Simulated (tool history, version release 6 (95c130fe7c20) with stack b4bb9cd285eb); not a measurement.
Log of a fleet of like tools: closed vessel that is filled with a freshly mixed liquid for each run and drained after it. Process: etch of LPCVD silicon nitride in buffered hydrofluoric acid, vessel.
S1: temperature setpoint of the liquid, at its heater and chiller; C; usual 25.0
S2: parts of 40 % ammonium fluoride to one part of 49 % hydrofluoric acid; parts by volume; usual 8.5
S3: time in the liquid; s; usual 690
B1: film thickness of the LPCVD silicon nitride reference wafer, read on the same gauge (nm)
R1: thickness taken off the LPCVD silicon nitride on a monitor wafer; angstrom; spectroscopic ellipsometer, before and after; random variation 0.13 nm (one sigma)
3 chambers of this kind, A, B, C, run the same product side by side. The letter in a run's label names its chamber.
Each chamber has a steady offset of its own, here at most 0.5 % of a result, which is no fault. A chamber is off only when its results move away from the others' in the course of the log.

run 1C day=0.538 | S1=25.0 S2=8.5 S3=690 | B1=130.00 | R1=127.650
run 2A day=1.042 | S1=25.0 S2=8.5 S3=690 | B1=130.04 | R1=127.190
run 3B day=1.425 | S1=25.0 S2=8.5 S3=690 | B1=130.01 | R1=126.580
run 4B day=1.679 | S1=25.0 S2=8.5 S3=690 | B1=129.95 | R1=126.870
run 5C day=2.167 | S1=25.0 S2=8.5 S3=690 | B1=129.98 | R1=128.020
run 6A day=2.417 | S1=25.0 S2=8.5 S3=690 | B1=130.02 | R1=125.640
run 7A day=2.883 | S1=25.0 S2=8.5 S3=690 | B1=129.97 | R1=126.260
run 8B day=3.142 | S1=25.0 S2=8.5 S3=690 | B1=129.97 | R1=125.930
run 9C day=3.621 | S1=25.0 S2=8.5 S3=690 | B1=129.97 | R1=125.440
run 10A day=4.100 | S1=25.0 S2=8.5 S3=690 | B1=130.06 | R1=124.000
run 11B day=4.633 | S1=25.0 S2=8.5 S3=690 | B1=130.00 | R1=127.710
run 12C day=5.117 | S1=25.0 S2=8.5 S3=690 | B1=130.02 | R1=124.190
run 13B day=5.521 | S1=25.0 S2=8.5 S3=420 | B1=130.02 | R1=75.346
run 14A day=5.921 | S1=25.0 S2=8.5 S3=420 | B1=130.00 | R1=75.463
run 15C day=6.450 | S1=25.0 S2=8.5 S3=420 | B1=130.00 | R1=74.582
-- day=6.779 chamber C: hydrofluoric acid flow meter replaced
run 16A day=6.838 | S1=25.0 S2=8.5 S3=690 | B1=129.99 | R1=125.520
run 17C day=7.358 | S1=25.0 S2=8.5 S3=690 | B1=129.96 | R1=124.330
run 18B day=7.654 | S1=25.0 S2=8.5 S3=690 | B1=130.00 | R1=127.220
run 19B day=8.104 | S1=25.0 S2=8.5 S3=690 | B1=130.01 | R1=126.510
run 20A day=8.588 | S1=25.0 S2=8.5 S3=690 | B1=129.99 | R1=126.110
run 21C day=8.967 | S1=25.0 S2=8.5 S3=690 | B1=129.98 | R1=122.200
run 22A day=9.392 | S1=28.5 S2=8.5 S3=690 | B1=129.99 | R1=149.570
run 23B day=9.738 | S1=28.5 S2=8.5 S3=690 | B1=129.99 | R1=153.560
run 24C day=10.204 | S1=28.5 S2=8.5 S3=690 | B1=129.99 | R1=148.300
run 25C day=10.600 | S1=25.0 S2=8.5 S3=690 | B1=129.99 | R1=121.640
run 26A day=11.050 | S1=25.0 S2=8.5 S3=690 | B1=129.97 | R1=124.620
run 27B day=11.454 | S1=30.0 S2=8.5 S3=690 | B1=130.01 | R1=162.200
run 28C day=11.767 | S1=30.0 S2=8.5 S3=690 | B1=130.02 | R1=159.080
run 29B day=12.100 | S1=30.0 S2=8.5 S3=690 | B1=130.01 | R1=163.580
run 30A day=12.371 | S1=25.0 S2=8.5 S3=690 | B1=130.00 | R1=129.520
run 31C day=12.688 | S1=25.0 S2=5.0 S3=465 | B1=129.99 | R1=135.800

Is one chamber off against the others, does the gauge drift, or is nothing wrong? If a chamber is off, say which, and what the likeliest cause is.

Chamber C drifts away from the others.
Cause: liquid colder than its thermometer reads (K) = 0.953.

Here are 4 candidates for chamber C's next run, each the usual settings with a change, their results left as question marks. Which one brings its results back in line with what the others give on the usual settings?
In line means no further than this from the other chambers' mean on the usual settings: R1 4.400 angstrom
run 32C-1 day=13.083 | S1=25.0 S2=8.5 S3=660 | R1=?
run 32C-2 day=13.083 | S1=25.5 S2=8.5 S3=750 | R1=?
run 32C-3 day=13.083 | S1=25.0 S2=8.5 S3=715 | R1=?
run 32C-4 day=13.083 | S1=23.0 S2=8.5 S3=690 | R1=?

The other chambers' mean on the usual settings: R1 126.210 angstrom
run=32C-1 R1=114.200
run=32C-2 R1=133.270
run=32C-3 R1=123.710
run=32C-4 R1=107.170
32C-3 brings the chamber back in line.
